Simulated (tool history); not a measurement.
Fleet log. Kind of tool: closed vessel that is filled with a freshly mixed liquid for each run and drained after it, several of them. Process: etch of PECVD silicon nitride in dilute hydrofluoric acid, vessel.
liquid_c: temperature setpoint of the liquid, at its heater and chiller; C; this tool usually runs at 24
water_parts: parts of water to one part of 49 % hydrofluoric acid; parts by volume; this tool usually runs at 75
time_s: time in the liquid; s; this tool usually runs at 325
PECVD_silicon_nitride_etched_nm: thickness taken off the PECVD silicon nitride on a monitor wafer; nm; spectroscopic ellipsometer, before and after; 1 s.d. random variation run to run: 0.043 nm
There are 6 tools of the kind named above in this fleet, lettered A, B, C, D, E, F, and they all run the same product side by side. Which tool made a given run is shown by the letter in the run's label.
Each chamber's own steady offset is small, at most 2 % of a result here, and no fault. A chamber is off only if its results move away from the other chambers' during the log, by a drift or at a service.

| run | hour | liquid_c | water_parts | time_s | read-back film thickness of the PECVD silicon nitride reference wafer, read on the same gauge (nm) | PECVD_silicon_nitride_etched_nm |
|---|---|---|---|---|---|---|
| 1A | 5.1 | 24 | 75 | 325 | 119.99 | 7.7489 |
| 2E | 9.0 | 24 | 75 | 325 | 120.01 | 7.7435 |
| 3D | 13.0 | 24 | 75 | 325 | 119.98 | 7.5729 |
| 4B | 18.2 | 24 | 75 | 325 | 120.01 | 7.7330 |
| 5C | 23.9 | 24 | 75 | 325 | 120.00 | 7.6941 |
| 6F | 28.2 | 21 | 75 | 325 | 120.00 | 6.3087 |
| 7D | 31.0 | 21 | 75 | 325 | 120.00 | 6.2381 |
| 8B | 36.5 | 21 | 75 | 325 | 120.01 | 6.3429 |
| 9C | 41.4 | 21 | 75 | 325 | 120.01 | 6.3034 |
| 10F | 44.4 | 21 | 75 | 325 | 120.01 | 6.3093 |
| 11A | 48.0 | 21 | 75 | 325 | 120.00 | 6.2686 |
| 12E | 52.7 | 24 | 75 | 325 | 120.01 | 7.7300 |
| 13E | 55.5 | 24 | 75 | 325 | 120.01 | 7.6541 |
| 14A | 60.7 | 24 | 75 | 325 | 120.00 | 7.7199 |
| 15B | 65.3 | 24 | 75 | 325 | 120.00 | 7.7965 |
| 16F | 67.9 | 24 | 75 | 325 | 119.99 | 7.5013 |
| 17C | 73.3 | 24 | 75 | 325 | 119.99 | 7.6551 |
| 18D | 76.9 | 24 | 75 | 325 | 120.02 | 7.5462 |
| 19D | 81.3 | 24 | 75 | 325 | 119.99 | 7.6307 |
| 20E | 86.6 | 24 | 75 | 325 | 119.99 | 7.6981 |
| 21C | 89.2 | 24 | 75 | 325 | 120.00 | 7.6535 |
| 22B | 92.5 | 24 | 75 | 325 | 120.01 | 7.6996 |
|  | 93.2 | chamber A: hydrofluoric acid flow meter replaced |
| 23F | 96.2 | 24 | 75 | 325 | 120.00 | 7.3663 |
| 24A | 100.9 | 24 | 75 | 325 | 120.01 | 7.7272 |
| 25C | 106.4 | 24 | 75 | 325 | 120.00 | 7.7204 |
| 26B | 109.4 | 24 | 75 | 325 | 119.99 | 7.7573 |
| 27A | 114.6 | 24 | 75 | 325 | 120.01 | 7.6975 |
| 28E | 120.1 | 24 | 55 | 325 | 119.99 | 10.4730 |
| 29F | 123.3 | 24 | 55 | 325 | 120.01 | 9.9766 |
| 30D | 125.8 | 24 | 55 | 325 | 120.00 | 10.3610 |
| 31D | 128.4 | 24 | 55 | 325 | 120.00 | 10.4450 |
| 32B | 132.8 | 24 | 55 | 325 | 119.98 | 10.4980 |
| 33A | 138.1 | 24 | 55 | 325 | 120.01 | 10.5010 |
| 34F | 141.9 | 24 | 60 | 515 | 120.00 | 14.3760 |
| 35C | 146.0 | 24 | 60 | 515 | 120.00 | 15.3760 |
| 36E | 151.7 | 24 | 60 | 515 | 120.01 | 15.2820 |

All chambers now run identical settings, listed one chamber a line with results as question marks. What results will each chamber show?
| 37A | 155.8 | 24 | 75 | 325 |  | ? |
| 37B | 155.8 | 24 | 75 | 325 |  | ? |
| 37C | 155.8 | 24 | 75 | 325 |  | ? |
| 37D | 155.8 | 24 | 75 | 325 |  | ? |
| 37E | 155.8 | 24 | 75 | 325 |  | ? |
| 37F | 155.8 | 24 | 75 | 325 |  | ? |

| run | PECVD_silicon_nitride_etched_nm |
|---|---|
| 37A | 7.6976 |
| 37B | 7.8461 |
| 37C | 7.6705 |
| 37D | 7.6146 |
| 37E | 7.7123 |
| 37F | 7.2709 |
